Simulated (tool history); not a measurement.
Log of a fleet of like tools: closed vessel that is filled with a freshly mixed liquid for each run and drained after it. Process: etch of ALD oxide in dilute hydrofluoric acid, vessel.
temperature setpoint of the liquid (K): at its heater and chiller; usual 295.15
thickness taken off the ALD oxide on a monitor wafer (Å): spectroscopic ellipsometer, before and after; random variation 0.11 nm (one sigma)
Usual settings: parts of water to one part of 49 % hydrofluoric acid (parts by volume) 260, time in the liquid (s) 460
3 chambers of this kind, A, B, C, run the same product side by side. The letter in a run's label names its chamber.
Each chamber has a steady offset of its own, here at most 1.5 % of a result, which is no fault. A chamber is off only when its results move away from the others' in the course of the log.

| run | day | temperature setpoint of the liquid (K) | parts of water to one part of 49 % hydrofluoric acid (parts by volume) | time in the liquid (s) | read-back film thickness of the ALD oxide reference wafer, read on the same gauge (nm) | thickness taken off the ALD oxide on a monitor wafer (Å) |
|---|---|---|---|---|---|---|
| 1C | 0.233 | 295.15 | 260 | 460 | 99.968 | 260.85 |
| 2B | 0.671 | 295.15 | 260 | 460 | 99.942 | 258.12 |
| 3A | 0.992 | 295.15 | 260 | 460 | 99.992 | 256.84 |
| 4A | 1.412 | 295.15 | 260 | 460 | 99.934 | 258.34 |
| 5C | 1.892 | 295.15 | 260 | 645 | 100.070 | 365.86 |
| 6B | 2.275 | 295.15 | 260 | 645 | 100.020 | 360.99 |
| 7C | 2.517 | 295.15 | 260 | 645 | 100.010 | 368.40 |
| 8B | 2.933 | 295.15 | 260 | 460 | 99.995 | 256.82 |
| 9A | 3.154 | 295.15 | 260 | 460 | 99.992 | 263.94 |
| 10B | 3.438 | 295.15 | 260 | 460 | 100.040 | 258.21 |
| 11A | 3.817 | 295.15 | 260 | 460 | 99.962 | 261.75 |
| 12C | 4.117 | 295.15 | 260 | 460 | 99.965 | 260.95 |
| 13C | 4.333 | 295.15 | 260 | 460 | 100.040 | 263.03 |
| 14B | 4.604 | 295.15 | 260 | 460 | 100.020 | 257.06 |
| 15A | 4.954 | 295.15 | 260 | 330 | 100.020 | 192.33 |
| 16A | 5.275 | 295.15 | 260 | 330 | 100.010 | 192.37 |
| 17C | 5.546 | 295.15 | 260 | 330 | 99.954 | 186.73 |
| 18B | 5.779 | 295.15 | 260 | 460 | 100.020 | 259.82 |
|  | 5.788 | chamber C: hydrofluoric acid flow meter replaced |
| 19B | 6.108 | 290.15 | 160 | 460 | 99.952 | 376.38 |
| 20C | 6.450 | 290.15 | 160 | 460 | 100.060 | 386.48 |
| 21A | 6.750 | 290.15 | 160 | 460 | 99.935 | 405.60 |

Is one chamber off against the others, does the gauge drift, or is nothing wrong? If a chamber is off, say which, and what the likeliest cause is.

Chamber A drifts away from the others.
Cause: liquid hotter than its thermometer reads (K) = 1.63.
The log may not tell that from: hydrofluoric acid flow above the setpoint (%).

Here are 4 candidates for chamber A's next run, each the usual settings with a change, their results left as question marks. Which one brings its results back in line with what the others give on the usual settings?
In line means no further than this from the other chambers' mean on the usual settings: thickness taken off the ALD oxide on a monitor wafer (Å) 3.70
| 22A-1 | 7.108 | 295.15 | 270 | 460 |  | ? |
| 22A-2 | 7.108 | 295.15 | 265 | 460 |  | ? |
| 22A-3 | 7.108 | 295.15 | 255 | 460 |  | ? |
| 22A-4 | 7.108 | 295.15 | 255 | 470 |  | ? |

The other chambers' mean on the usual settings: thickness taken off the ALD oxide on a monitor wafer (Å) 258.89
| run | thickness taken off the ALD oxide on a monitor wafer (Å) |
|---|---|
| 22A-1 | 259.19 |
| 22A-2 | 265.48 |
| 22A-3 | 278.84 |
| 22A-4 | 284.90 |
22A-1 brings the chamber back in line.
